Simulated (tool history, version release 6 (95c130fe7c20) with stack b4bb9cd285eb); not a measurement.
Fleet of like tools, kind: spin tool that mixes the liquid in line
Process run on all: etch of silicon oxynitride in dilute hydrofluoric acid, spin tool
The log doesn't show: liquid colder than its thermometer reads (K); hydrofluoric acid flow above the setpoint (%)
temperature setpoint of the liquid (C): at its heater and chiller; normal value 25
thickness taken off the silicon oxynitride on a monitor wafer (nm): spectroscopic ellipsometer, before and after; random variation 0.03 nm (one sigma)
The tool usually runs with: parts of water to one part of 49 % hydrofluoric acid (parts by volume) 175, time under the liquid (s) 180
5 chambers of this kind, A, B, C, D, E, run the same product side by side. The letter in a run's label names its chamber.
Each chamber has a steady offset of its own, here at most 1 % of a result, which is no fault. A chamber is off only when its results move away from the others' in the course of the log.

| run | hour | temperature setpoint of the liquid (C) | parts of water to one part of 49 % hydrofluoric acid (parts by volume) | time under the liquid (s) | hours since the thermometer was replaced | hours since the hydrofluoric acid flow meter was replaced | read-back film thickness of the silicon oxynitride reference wafer, read on the same gauge (nm) | thickness taken off the silicon oxynitride on a monitor wafer (nm) |
|---|---|---|---|---|---|---|---|---|
| 1A | 12.3 | 25 | 175 | 180 | 855.7 | 560.9 | 70.013 | 1.7663 |
| 2C | 24 | 25 | 175 | 180 | 1312.5 | 947.6 | 70.013 | 1.7893 |
| 3B | 30.5 | 25 | 175 | 180 | 473.7 | 715.4 | 69.999 | 1.7946 |
| 4D | 37.4 | 25 | 175 | 180 | 746.4 | 1104.4 | 70.001 | 1.7867 |
| 5E | 45.7 | 25 | 175 | 180 | 667.5 | 677.9 | 70.015 | 1.7486 |
| 6D | 59.1 | 25 | 175 | 180 | 768.1 | 1126.1 | 70.002 | 1.7702 |
| 7A | 73 | 25 | 120 | 265 | 916.4 | 621.6 | 69.999 | 4.0339 |
| 8B | 80.4 | 25 | 120 | 265 | 523.6 | 765.3 | 70.007 | 4.0716 |
| 9C | 92.4 | 25 | 120 | 265 | 1380.9 | 1016 | 69.992 | 3.8674 |
| 10E | 100.8 | 25 | 120 | 265 | 722.6 | 733 | 69.998 | 3.9306 |
| 11E | 107.1 | 25 | 120 | 265 | 728.9 | 739.3 | 69.997 | 3.967 |
| 12D | 113.4 | 25 | 175 | 180 | 822.4 | 1180.4 | 70.014 | 1.7831 |
| 13A | 121.6 | 25 | 175 | 180 | 965 | 670.2 | 70.003 | 1.8008 |
| 14B | 132.9 | 25 | 175 | 180 | 576.1 | 817.8 | 70.002 | 1.7913 |
|  | 135.7 | chamber B: thermometer replaced |
|  | 140.3 | chamber A: hydrofluoric acid flow meter replaced |
|  | 142.4 | chamber A: thermometer replaced |
| 15C | 146.3 | 25 | 175 | 180 | 1434.8 | 1069.9 | 69.98 | 1.8301 |
| 16E | 158.7 | 25 | 175 | 180 | 780.5 | 790.9 | 70.02 | 1.8454 |
| 17A | 172.9 | 25 | 175 | 180 | 30.5 | 32.7 | 69.998 | 1.8315 |
| 18C | 179.6 | 25 | 115 | 180 | 1468.1 | 1103.2 | 70.019 | 2.9044 |
| 19B | 189.1 | 25 | 115 | 180 | 53.4 | 874 | 69.992 | 2.9713 |
| 20D | 201.7 | 25 | 115 | 180 | 910.7 | 1268.7 | 69.971 | 2.8961 |
| 21D | 213.1 | 25 | 115 | 180 | 922.1 | 1280.1 | 69.999 | 2.806 |
| 22B | 219.2 | 25 | 115 | 180 | 83.5 | 904.1 | 69.984 | 2.8553 |
|  | 228 | chamber C: hydrofluoric acid flow meter replaced |
| 23E | 230.4 | 25 | 175 | 180 | 852.2 | 862.6 | 70.002 | 1.7785 |
| 24C | 238.7 | 25 | 175 | 180 | 1527.2 | 10.7 | 70.005 | 1.7138 |
| 25A | 246.9 | 25 | 175 | 180 | 104.5 | 106.7 | 69.976 | 1.7694 |
| 26D | 257.2 | 25 | 175 | 180 | 966.2 | 1324.2 | 69.998 | 1.7791 |
| 27C | 267.9 | 25 | 175 | 180 | 1556.4 | 39.9 | 69.993 | 1.7676 |
| 28B | 279.3 | 25 | 175 | 180 | 143.6 | 964.2 | 69.998 | 1.7953 |
| 29A | 288.7 | 25 | 175 | 180 | 146.3 | 148.5 | 70.011 | 1.8286 |
| 30E | 298.7 | 25 | 175 | 180 | 920.5 | 930.9 | 70.005 | 1.7766 |
| 31D | 305.6 | 25 | 175 | 180 | 1014.6 | 1372.6 | 69.991 | 1.7834 |
| 32B | 318.6 | 25 | 175 | 180 | 182.9 | 1003.5 | 69.999 | 1.776 |
| 33C | 326.7 | 25 | 175 | 180 | 1615.2 | 98.7 | 70.003 | 1.7574 |
| 34E | 332.9 | 25 | 175 | 180 | 954.7 | 965.1 | 70.009 | 1.7564 |
| 35A | 344.8 | 25 | 175 | 180 | 202.4 | 204.6 | 70.022 | 1.7958 |
| 36C | 358.2 | 25 | 175 | 180 | 1646.7 | 130.2 | 69.994 | 1.7818 |
| 37D | 370.4 | 25 | 175 | 180 | 1079.4 | 1437.4 | 69.992 | 1.7929 |
| 38E | 379.8 | 25 | 175 | 180 | 1001.6 | 1012 | 69.999 | 1.7831 |
| 39B | 390.5 | 29 | 175 | 180 | 254.8 | 1075.4 | 69.989 | 2.1343 |

All chambers now run identical settings, listed one chamber a line with results as question marks. What results will each chamber show?
| 40A | 400.6 | 25 | 175 | 105 |  |  |  | ? |
| 40B | 400.6 | 25 | 175 | 105 |  |  |  | ? |
| 40C | 400.6 | 25 | 175 | 105 |  |  |  | ? |
| 40D | 400.6 | 25 | 175 | 105 |  |  |  | ? |
| 40E | 400.6 | 25 | 175 | 105 |  |  |  | ? |

| run | thickness taken off the silicon oxynitride on a monitor wafer (nm) |
|---|---|
| 40A | 1.0511 |
| 40B | 1.0569 |
| 40C | 1.0311 |
| 40D | 1.0353 |
| 40E | 1.0439 |
